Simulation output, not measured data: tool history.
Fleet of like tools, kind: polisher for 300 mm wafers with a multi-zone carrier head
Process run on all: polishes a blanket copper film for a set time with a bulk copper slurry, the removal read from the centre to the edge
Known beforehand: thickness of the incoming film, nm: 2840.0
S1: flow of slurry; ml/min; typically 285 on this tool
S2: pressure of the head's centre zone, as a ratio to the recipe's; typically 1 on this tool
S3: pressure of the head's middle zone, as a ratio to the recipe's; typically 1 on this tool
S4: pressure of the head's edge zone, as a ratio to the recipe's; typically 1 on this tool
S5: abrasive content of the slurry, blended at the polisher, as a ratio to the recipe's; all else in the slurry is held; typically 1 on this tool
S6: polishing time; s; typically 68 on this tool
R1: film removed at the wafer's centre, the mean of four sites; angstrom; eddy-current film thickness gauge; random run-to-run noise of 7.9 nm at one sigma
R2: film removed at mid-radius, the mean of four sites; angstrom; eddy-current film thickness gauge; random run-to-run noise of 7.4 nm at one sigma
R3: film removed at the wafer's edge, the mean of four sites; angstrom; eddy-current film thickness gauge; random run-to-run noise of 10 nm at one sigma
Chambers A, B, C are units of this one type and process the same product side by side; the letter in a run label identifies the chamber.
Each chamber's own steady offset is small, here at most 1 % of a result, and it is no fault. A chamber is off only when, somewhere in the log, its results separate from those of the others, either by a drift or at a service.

Run 1B, hour 7.9: usual settings. Result: R1 7296.3 angstrom, R2 7375.3 angstrom, R3 7211.3 angstrom.
Run 2C, hour 14.9: usual settings. Result: R1 7146.6 angstrom, R2 7217.5 angstrom, R3 7205.9 angstrom.
Run 3A, hour 21.4: usual settings. Result: R1 7188.8 angstrom, R2 7178.1 angstrom, R3 7339.7 angstrom.
Run 4B, hour 26: usual settings. Result: R1 7169.4 angstrom, R2 7247.6 angstrom, R3 7379.7 angstrom.
Run 5C, hour 33.4: usual settings but S2 0.91, S3 0.9. Result: R1 6506.6 angstrom, R2 6442.6 angstrom, R3 6976.4 angstrom.
At hour 39.9: chamber B: worn pad replaced by a new one.
At hour 41.3: chamber C: worn pad replaced by a new one.
Run 6A, hour 41.6: usual settings but S2 0.91, S3 0.9. Result: R1 6532.9 angstrom, R2 6531.1 angstrom, R3 7320.5 angstrom.
Run 7A, hour 46.4: usual settings but S2 0.91, S3 0.9. Result: R1 6466 angstrom, R2 6605 angstrom, R3 7275.7 angstrom.
Run 8B, hour 53.7: usual settings. Result: R1 7173.7 angstrom, R2 7288.9 angstrom, R3 7280.6 angstrom.
Run 9C, hour 58.7: usual settings. Result: R1 7253.9 angstrom, R2 7102.6 angstrom, R3 7493.5 angstrom.
At hour 63.3: chamber B: edge zone pressure recalibrated.
At hour 65.8: chamber A: slurry nozzle cleaned.
Run 10A, hour 66.1: usual settings. Result: R1 7058.8 angstrom, R2 7177.2 angstrom, R3 7068.6 angstrom.
Run 11B, hour 69.8: usual settings but S4 0.95, S5 0.8. Result: R1 6789.3 angstrom, R2 6939.1 angstrom, R3 6569.8 angstrom.
Run 12C, hour 76.6: usual settings but S4 0.95, S5 0.8. Result: R1 6975.8 angstrom, R2 6893.2 angstrom, R3 6648.5 angstrom.
At hour 77.6: chamber A: edge zone pressure recalibrated.
At hour 79.8: chamber A: worn pad replaced by a new one.
Run 13B, hour 81.1: usual settings but S4 0.95, S5 0.8. Result: R1 6918.1 angstrom, R2 6889.8 angstrom, R3 6697 angstrom.
Run 14C, hour 84.8: usual settings but S4 0.93. Result: R1 7209.9 angstrom, R2 7175.7 angstrom, R3 6937 angstrom.
Run 15A, hour 90.8: usual settings but S4 0.93. Result: R1 7180.2 angstrom, R2 7346.2 angstrom, R3 6911.9 angstrom.
Run 16B, hour 96.9: usual settings but S4 0.93. Result: R1 7179.7 angstrom, R2 7294.4 angstrom, R3 7096.5 angstrom.
Run 17A, hour 104: usual settings. Result: R1 7178.9 angstrom, R2 7219.1 angstrom, R3 7348.5 angstrom.
Run 18C, hour 110.8: usual settings. Result: R1 7267.8 angstrom, R2 7179.5 angstrom, R3 7226.3 angstrom.
Run 19B, hour 116.7: usual settings. Result: R1 7208.9 angstrom, R2 7258.9 angstrom, R3 7209.5 angstrom.
At hour 119.8: chamber C: worn pad replaced by a new one.
At hour 120.7: chamber A: centre zone pressure recalibrated.
Run 20A, hour 121.7: usual settings. Result: R1 7188.7 angstrom, R2 7346.9 angstrom, R3 7254.8 angstrom.
Run 21C, hour 127.6: usual settings. Result: R1 7261.2 angstrom, R2 7231.4 angstrom, R3 7387 angstrom.
Run 22B, hour 131.5: usual settings. Result: R1 7186.8 angstrom, R2 7076.3 angstrom, R3 7204.4 angstrom.
Run 23C, hour 138.1: usual settings. Result: R1 7156.9 angstrom, R2 7058.4 angstrom, R3 7104.9 angstrom.
Run 24A, hour 145: usual settings. Result: R1 7277.9 angstrom, R2 7133.1 angstrom, R3 7368.3 angstrom.
Run 25A, hour 150.2: usual settings but S3 0.92, S6 57 s. Result: R1 5982.6 angstrom, R2 5703.7 angstrom, R3 6001.7 angstrom.
Run 26B, hour 157: usual settings but S3 0.92, S6 57 s. Result: R1 6027.1 angstrom, R2 5596.9 angstrom, R3 6101.2 angstrom.
Run 27C, hour 161.5: usual settings but S3 0.92, S6 57 s. Result: R1 6033.2 angstrom, R2 5557.5 angstrom, R3 6074.9 angstrom.
Run 28A, hour 165.2: usual settings but S4 0.92. Result: R1 7068 angstrom, R2 7260.9 angstrom, R3 6815.8 angstrom.
Run 29C, hour 172.6: usual settings but S4 0.92. Result: R1 7091.2 angstrom, R2 7151.6 angstrom, R3 6882.5 angstrom.

One chamber off, gauge drift, or nothing amiss beyond the chambers' own small offsets? If it is a chamber, which one, and what is the likeliest cause?

No chamber stands off beyond its own small offset, and the gauge holds steady.
